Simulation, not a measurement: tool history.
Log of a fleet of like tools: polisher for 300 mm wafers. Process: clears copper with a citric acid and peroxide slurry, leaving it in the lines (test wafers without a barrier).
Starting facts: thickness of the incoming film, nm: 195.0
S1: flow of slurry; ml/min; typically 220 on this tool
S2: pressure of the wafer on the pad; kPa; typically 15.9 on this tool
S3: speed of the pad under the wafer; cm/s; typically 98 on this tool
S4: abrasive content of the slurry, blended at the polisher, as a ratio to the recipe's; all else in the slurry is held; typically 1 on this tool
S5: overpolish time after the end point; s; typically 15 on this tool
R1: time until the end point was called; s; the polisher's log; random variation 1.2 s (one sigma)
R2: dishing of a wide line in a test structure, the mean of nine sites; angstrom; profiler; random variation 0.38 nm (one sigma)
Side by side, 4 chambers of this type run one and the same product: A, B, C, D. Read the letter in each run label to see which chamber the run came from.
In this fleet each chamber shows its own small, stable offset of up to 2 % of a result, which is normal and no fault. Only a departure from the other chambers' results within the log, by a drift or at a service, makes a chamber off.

| run | hour | S1 | S2 | S3 | S4 | S5 | R1 | R2 |
|---|---|---|---|---|---|---|---|---|
| 1D | 5.9 | 220 | 15.9 | 98 | 1 | 15 | 108.700 | 153.97 |
|  | 8.5 | chamber C: worn pad replaced by a new one |
| 2A | 13.0 | 220 | 15.9 | 98 | 1 | 15 | 110.740 | 157.56 |
| 3C | 19.3 | 220 | 15.9 | 98 | 1 | 15 | 111.320 | 165.61 |
| 4B | 25.8 | 220 | 15.9 | 98 | 1 | 15 | 110.870 | 166.55 |
| 5A | 34.5 | 220 | 15.9 | 98 | 1 | 15 | 108.180 | 162.35 |
| 6B | 43.0 | 220 | 15.9 | 98 | 1 | 15 | 108.940 | 162.36 |
|  | 49.7 | chamber D: worn pad replaced by a new one |
|  | 50.8 | chamber B: slurry blender recalibrated |
| 7C | 54.2 | 220 | 15.9 | 98 | 1 | 15 | 113.490 | 163.22 |
| 8D | 60.5 | 220 | 15.9 | 98 | 1 | 15 | 110.080 | 160.45 |
|  | 65.4 | chamber A: slurry blender recalibrated |
| 9A | 65.9 | 220 | 15.9 | 98 | 1 | 15 | 106.970 | 156.31 |
| 10C | 71.0 | 220 | 17.9 | 98 | 1 | 20 | 100.030 | 219.30 |
| 11B | 77.5 | 220 | 17.9 | 98 | 1 | 20 | 97.433 | 211.63 |
|  | 79.6 | chamber A: worn pad replaced by a new one |
| 12D | 86.1 | 220 | 17.9 | 98 | 1 | 20 | 93.916 | 202.97 |
|  | 88.3 | chamber D: slurry blender recalibrated |
| 13C | 92.2 | 220 | 17.9 | 98 | 1 | 20 | 98.927 | 218.11 |
|  | 92.8 | chamber B: worn pad replaced by a new one |
|  | 97.9 | chamber C: slurry nozzle cleaned |
| 14A | 97.9 | 220 | 15.9 | 98 | 1 | 15 | 112.030 | 159.09 |
|  | 105.8 | chamber D: slurry nozzle cleaned |
| 15D | 107.0 | 180 | 15.9 | 98 | 1 | 15 | 113.610 | 159.59 |
| 16B | 116.3 | 180 | 15.9 | 98 | 1 | 15 | 111.330 | 156.63 |
| 17A | 127.7 | 180 | 15.9 | 98 | 1 | 15 | 112.960 | 157.53 |
| 18B | 139.1 | 180 | 15.9 | 98 | 1 | 15 | 112.000 | 159.06 |
| 19C | 148.0 | 220 | 15.9 | 98 | 1 | 15 | 111.840 | 160.96 |
| 20D | 154.5 | 220 | 15.9 | 98 | 1 | 15 | 107.920 | 163.73 |
| 21B | 165.0 | 220 | 15.9 | 98 | 1 | 15 | 109.320 | 166.12 |
| 22A | 170.7 | 220 | 15.9 | 98 | 1 | 15 | 109.560 | 162.27 |
|  | 178.0 | chamber A: slurry blender recalibrated |
| 23C | 179.2 | 220 | 15.9 | 98 | 1 | 15 | 110.440 | 167.49 |
|  | 184.8 | chamber C: worn pad replaced by a new one |
| 24D | 187.9 | 220 | 15.9 | 98 | 1 | 15 | 110.170 | 160.57 |
| 25B | 198.9 | 220 | 15.9 | 98 | 1 | 15 | 112.850 | 159.81 |
| 26D | 204.2 | 220 | 15.9 | 98 | 1 | 15 | 110.110 | 159.90 |
| 27C | 214.4 | 185 | 18.6 | 98 | 1 | 15 | 98.641 | 177.81 |
| 28A | 224.2 | 185 | 18.6 | 98 | 1 | 15 | 94.725 | 181.56 |
|  | 230.6 | chamber B: slurry blender recalibrated |
| 29B | 230.6 | 185 | 18.6 | 98 | 1 | 15 | 94.915 | 175.63 |
|  | 235.6 | chamber B: worn pad replaced by a new one |
| 30D | 238.0 | 185 | 18.6 | 98 | 1 | 15 | 97.161 | 179.17 |
| 31A | 249.5 | 220 | 15.9 | 98 | 1 | 15 | 111.260 | 160.61 |
|  | 253.8 | chamber A: worn pad replaced by a new one |
| 32C | 260.1 | 220 | 15.9 | 98 | 1 | 15 | 110.220 | 164.21 |
|  | 263.2 | chamber D: worn pad replaced by a new one |
| 33C | 269.0 | 220 | 15.9 | 98 | 1 | 15 | 109.650 | 163.79 |
| 34D | 278.4 | 220 | 15.9 | 98 | 1 | 15 | 109.890 | 156.98 |
|  | 280.4 | chamber B: slurry nozzle cleaned |
| 35A | 289.3 | 220 | 15.9 | 98 | 1 | 15 | 112.160 | 156.79 |
|  | 290.7 | chamber A: slurry blender recalibrated |
| 36B | 297.8 | 220 | 15.9 | 98 | 1 | 15 | 109.930 | 160.85 |
| 37B | 308.5 | 220 | 15.9 | 98 | 1 | 15 | 108.310 | 170.83 |
| 38D | 314.0 | 220 | 15.9 | 98 | 1 | 15 | 109.600 | 169.83 |
| 39A | 319.1 | 220 | 15.9 | 98 | 1 | 15 | 106.440 | 161.67 |

Next, all 4 chambers run the settings below, one line each with question marks for the results. What does each chamber give?
| 40A | 327.3 | 220 | 15.9 | 116 | 1 | 15 | ? | ? |
| 40B | 327.3 | 220 | 15.9 | 116 | 1 | 15 | ? | ? |
| 40C | 327.3 | 220 | 15.9 | 116 | 1 | 15 | ? | ? |
| 40D | 327.3 | 220 | 15.9 | 116 | 1 | 15 | ? | ? |

| run | R1 | R2 |
|---|---|---|
| 40A | 93.417 | 181.07 |
| 40B | 93.993 | 182.85 |
| 40C | 94.324 | 182.06 |
| 40D | 93.000 | 183.83 |
